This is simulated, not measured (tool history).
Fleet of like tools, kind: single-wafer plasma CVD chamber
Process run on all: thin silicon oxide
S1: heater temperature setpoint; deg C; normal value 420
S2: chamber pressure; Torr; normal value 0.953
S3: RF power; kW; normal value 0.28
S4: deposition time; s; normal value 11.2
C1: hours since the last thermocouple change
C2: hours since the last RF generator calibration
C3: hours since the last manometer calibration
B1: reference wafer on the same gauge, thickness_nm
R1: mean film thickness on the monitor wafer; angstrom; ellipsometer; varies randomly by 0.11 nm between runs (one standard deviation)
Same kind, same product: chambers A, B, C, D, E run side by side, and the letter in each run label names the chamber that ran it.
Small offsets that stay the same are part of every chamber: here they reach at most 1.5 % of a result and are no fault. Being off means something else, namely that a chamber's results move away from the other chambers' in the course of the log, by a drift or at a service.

run 1D hour=6.2 | S1=420 S2=0.953 S3=0.28 S4=11.2 | C1=201.4 C2=1613.8 C3=1180.5 | B1=24.531 | R1=231.12
run 2E hour=11.8 | S1=420 S2=0.953 S3=0.28 S4=11.2 | C1=1424 C2=1459.8 C3=640.6 | B1=24.511 | R1=230.2
run 3B hour=19.2 | S1=420 S2=0.953 S3=0.28 S4=11.2 | C1=193.4 C2=323.7 C3=1711.6 | B1=24.498 | R1=230.12
run 4C hour=25.1 | S1=420 S2=0.953 S3=0.28 S4=11.2 | C1=2701.2 C2=2292.2 C3=2303.5 | B1=24.48 | R1=228.1
run 5A hour=29.8 | S1=420 S2=0.953 S3=0.28 S4=11.2 | C1=1091.5 C2=1825.4 C3=926.8 | B1=24.51 | R1=233.43
run 6A hour=34 | S1=420 S2=1.166 S3=0.28 S4=13.2 | C1=1095.7 C2=1829.6 C3=931 | B1=24.487 | R1=313.86
run 7E hour=40.8 | S1=420 S2=1.166 S3=0.28 S4=13.2 | C1=1453 C2=1488.8 C3=669.6 | B1=24.507 | R1=309.05
run 8C hour=44.6 | S1=420 S2=1.166 S3=0.28 S4=13.2 | C1=2720.7 C2=2311.7 C3=2323 | B1=24.47 | R1=308.42
run 9D hour=48 | S1=420 S2=1.166 S3=0.28 S4=13.2 | C1=243.2 C2=1655.6 C3=1222.3 | B1=24.504 | R1=311.59
run 10B hour=52.3 | S1=420 S2=1.166 S3=0.28 S4=13.2 | C1=226.5 C2=356.8 C3=1744.7 | B1=24.497 | R1=314.12
run 11A hour=57.6 | S1=420 S2=0.953 S3=0.28 S4=11.2 | C1=1119.3 C2=1853.2 C3=954.6 | B1=24.498 | R1=232.18
run 12D hour=62.9 | S1=420 S2=0.953 S3=0.33 S4=11.2 | C1=258.1 C2=1670.5 C3=1237.2 | B1=24.508 | R1=247.46
run 13B hour=67.5 | S1=420 S2=0.953 S3=0.33 S4=11.2 | C1=241.7 C2=372 C3=1759.9 | B1=24.524 | R1=244.18
run 14E hour=73.9 | S1=420 S2=0.953 S3=0.33 S4=11.2 | C1=1486.1 C2=1521.9 C3=702.7 | B1=24.489 | R1=245.55
-- hour=77.7 chamber A: RF generator calibrated
run 15C hour=78.7 | S1=420 S2=0.953 S3=0.33 S4=11.2 | C1=2754.8 C2=2345.8 C3=2357.1 | B1=24.486 | R1=242.72
run 16B hour=83.8 | S1=420 S2=0.953 S3=0.33 S4=11.2 | C1=258 C2=388.3 C3=1776.2 | B1=24.511 | R1=247.35
-- hour=84.1 chamber D: capacitance manometer re-zeroed and calibrated
run 17D hour=87.5 | S1=420 S2=0.953 S3=0.28 S4=11.2 | C1=282.7 C2=1695.1 C3=3.4 | B1=24.507 | R1=231.47
run 18C hour=93.5 | S1=420 S2=0.953 S3=0.28 S4=11.2 | C1=2769.6 C2=2360.6 C3=2371.9 | B1=24.507 | R1=226.38
run 19E hour=97.7 | S1=420 S2=0.953 S3=0.28 S4=11.2 | C1=1509.9 C2=1545.7 C3=726.5 | B1=24.511 | R1=228.94
run 20A hour=103.6 | S1=420 S2=0.953 S3=0.28 S4=11.2 | C1=1165.3 C2=25.9 C3=1000.6 | B1=24.539 | R1=233.34
run 21A hour=110 | S1=420 S2=0.953 S3=0.28 S4=11.2 | C1=1171.7 C2=32.3 C3=1007 | B1=24.499 | R1=232.29
run 22B hour=114.5 | S1=420 S2=0.783 S3=0.23 S4=11.2 | C1=288.7 C2=419 C3=1806.9 | B1=24.493 | R1=177.43
-- hour=118 chamber C: thermocouple changed; heater temperature recalibrated
run 23C hour=121.4 | S1=420 S2=0.783 S3=0.23 S4=11.2 | C1=3.5 C2=2388.5 C3=2399.8 | B1=24.499 | R1=172.99
run 24D hour=126.7 | S1=420 S2=0.783 S3=0.23 S4=11.2 | C1=321.9 C2=1734.3 C3=42.6 | B1=24.506 | R1=178.26
run 25E hour=130.3 | S1=420 S2=0.783 S3=0.23 S4=11.2 | C1=1542.5 C2=1578.3 C3=759.1 | B1=24.495 | R1=175.8
run 26B hour=134.1 | S1=420 S2=0.783 S3=0.23 S4=11.2 | C1=308.3 C2=438.6 C3=1826.5 | B1=24.512 | R1=177.16
run 27D hour=139.3 | S1=420 S2=0.953 S3=0.28 S4=11.2 | C1=334.5 C2=1746.9 C3=55.2 | B1=24.497 | R1=231.81
run 28C hour=145.9 | S1=420 S2=0.953 S3=0.28 S4=11.2 | C1=28 C2=2413 C3=2424.3 | B1=24.514 | R1=228.53
run 29A hour=150.2 | S1=420 S2=0.953 S3=0.295 S4=11.2 | C1=1211.9 C2=72.5 C3=1047.2 | B1=24.482 | R1=235.66
run 30E hour=154.5 | S1=420 S2=0.953 S3=0.295 S4=11.2 | C1=1566.7 C2=1602.5 C3=783.3 | B1=24.489 | R1=235.02
run 31A hour=158.4 | S1=420 S2=0.953 S3=0.295 S4=11.2 | C1=1220.1 C2=80.7 C3=1055.4 | B1=24.512 | R1=236.01
run 32E hour=164.1 | S1=420 S2=0.953 S3=0.295 S4=11.2 | C1=1576.3 C2=1612.1 C3=792.9 | B1=24.511 | R1=233.57
run 33D hour=170.2 | S1=420 S2=0.953 S3=0.295 S4=11.2 | C1=365.4 C2=1777.8 C3=86.1 | B1=24.497 | R1=237.84
run 34C hour=173.7 | S1=420 S2=0.953 S3=0.28 S4=11.2 | C1=55.8 C2=2440.8 C3=2452.1 | B1=24.484 | R1=227.74
run 35B hour=179.1 | S1=420 S2=0.953 S3=0.28 S4=11.2 | C1=353.3 C2=483.6 C3=1871.5 | B1=24.475 | R1=230.86
run 36B hour=182.8 | S1=420 S2=0.953 S3=0.28 S4=11.2 | C1=357 C2=487.3 C3=1875.2 | B1=24.503 | R1=230.61
run 37A hour=187.2 | S1=420 S2=0.953 S3=0.28 S4=11.2 | C1=1248.9 C2=109.5 C3=1084.2 | B1=24.501 | R1=232.01
run 38C hour=191.7 | S1=420 S2=0.953 S3=0.28 S4=11.2 | C1=73.8 C2=2458.8 C3=2470.1 | B1=24.496 | R1=226.56
run 39E hour=195.1 | S1=420 S2=0.953 S3=0.28 S4=11.2 | C1=1607.3 C2=1643.1 C3=823.9 | B1=24.457 | R1=228.39

All 5 chambers run these settings next. Forecast each chamber's results:
run 40A hour=200.6 | S1=420 S2=0.953 S3=0.28 S4=11.2 | R1=?
run 40B hour=200.6 | S1=420 S2=0.953 S3=0.28 S4=11.2 | R1=?
run 40C hour=200.6 | S1=420 S2=0.953 S3=0.28 S4=11.2 | R1=?
run 40D hour=200.6 | S1=420 S2=0.953 S3=0.28 S4=11.2 | R1=?
run 40E hour=200.6 | S1=420 S2=0.953 S3=0.28 S4=11.2 | R1=?

run=40A R1=232.97
run=40B R1=228.85
run=40C R1=227.66
run=40D R1=233.05
run=40E R1=229.87
